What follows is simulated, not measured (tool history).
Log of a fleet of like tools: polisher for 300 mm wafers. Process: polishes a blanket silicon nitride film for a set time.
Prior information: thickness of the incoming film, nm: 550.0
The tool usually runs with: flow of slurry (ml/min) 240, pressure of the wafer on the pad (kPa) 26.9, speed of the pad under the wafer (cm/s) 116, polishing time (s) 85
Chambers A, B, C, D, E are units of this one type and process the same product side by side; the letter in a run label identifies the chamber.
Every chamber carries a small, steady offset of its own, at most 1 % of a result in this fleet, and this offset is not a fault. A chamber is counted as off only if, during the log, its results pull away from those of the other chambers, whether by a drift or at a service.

run	hour	flow of slurry (ml/min)	pressure of the wafer on the pad (kPa)	speed of the pad under the wafer (cm/s)	polishing time (s)	wafers polished on this pad	hours since the slurry nozzle was cleaned	hours since the head pressure was calibrated	film removed (Å)
1A	3	240	26.9	116	85	558	67.3	230.5	1605.1
2E	6.8	240	26.9	116	85	663	226.6	580.1	1664.8
3D	9.8	240	26.9	116	85	795	430.3	1613.3	1621.4
# hour 10.3: chamber D: worn pad replaced by a new one
4B	11.8	240	26.9	116	85	237	322.7	70.3	1585
# hour 12.3: chamber D: head pressure recalibrated
5C	15.4	240	26.9	116	85	297	433.1	429.5	1666.7
6A	18.1	240	26.9	116	85	651	82.4	245.6	1620
# hour 21.2: chamber A: worn pad replaced by a new one
7D	21.9	240	26.9	116	85	71	442.4	9.6	1582.6
8E	25.1	240	26.9	116	85	775	244.9	598.4	1595.6
9B	28.5	240	26.9	116	85	340	339.4	87	1678.4
10C	32.7	290	26.9	116	105	404	450.4	446.8	2036.2
11E	36.2	290	26.9	116	105	844	256	609.5	2030.9
12A	38.3	290	26.9	116	105	105	102.6	265.8	1972.7
13D	41.6	290	26.9	116	105	193	462.1	29.3	2047.7
# hour 43.5: chamber E: worn pad replaced by a new one
14B	45.8	290	26.9	116	105	447	356.7	104.3	2024.8
15C	49.8	240	26.9	116	85	509	467.5	463.9	1649.5
16C	53.6	195	35.2	116	85	533	471.3	467.7	2054.5
17A	56.6	195	35.2	116	85	218	120.9	284.1	2045.5
18E	59.2	195	35.2	116	85	97	279	632.5	2038.6
19B	62.4	195	35.2	116	85	549	373.3	120.9	2055
20D	66.5	195	35.2	116	85	346	487	54.2	2075.8
21B	70.2	240	26.9	116	85	597	381.1	128.7	1659.6
22A	74.5	240	26.9	116	85	328	138.8	302	1645
23E	78.2	240	26.9	116	85	214	298	651.5	1618
24D	81.9	240	26.9	116	85	441	502.4	69.6	1644.6
25C	86	240	26.9	116	85	732	503.7	500.1	1624.9
26B	88.2	240	26.9	116	85	708	399.1	146.7	1602.3
27C	91.6	240	26.9	116	85	767	509.3	505.7	1651.4
# hour 92.5: chamber B: slurry nozzle cleaned
28D	94.9	240	26.9	116	85	521	515.4	82.6	1588.8
# hour 96.9: chamber D: slurry nozzle cleaned
29E	98.5	240	26.9	116	85	339	318.3	671.8	1556.2
30A	102.2	240	26.9	116	85	499	166.5	329.7	1640.7
# hour 105.1: chamber B: worn pad replaced by a new one
31B	105.4	240	26.9	116	85	2	13	163.9	1600.5
32E	107.3	240	26.9	116	85	393	327.1	680.6	1586
33D	109.8	240	26.9	116	85	613	13	97.5	1576.7
# hour 110: chamber C: worn pad replaced by a new one
34A	113.4	240	26.9	116	85	568	177.7	340.9	1597.9
35C	116.2	240	26.9	116	85	38	533.9	530.3	1633.7
36D	120.2	240	26.9	116	85	677	23.4	107.9	1576.5
# hour 123.3: chamber E: slurry nozzle cleaned
37E	124.1	240	26.9	116	85	497	0.8	697.4	1645.4
# hour 124.6: chamber A: worn pad replaced by a new one
38A	127.3	240	26.9	116	85	17	191.6	354.8	1608.6
39B	130	240	26.9	116	85	153	37.6	188.5	1616.9
40C	132.3	240	26.9	116	85	137	550	546.4	1636.3

Has any chamber moved away from the others, gradually or after a service, or does the common gauge drift, or do the chambers differ only by their own small steady offsets? State the chamber and the most likely cause if one applies.

No chamber stands off beyond its own small offset, and the gauge holds steady.
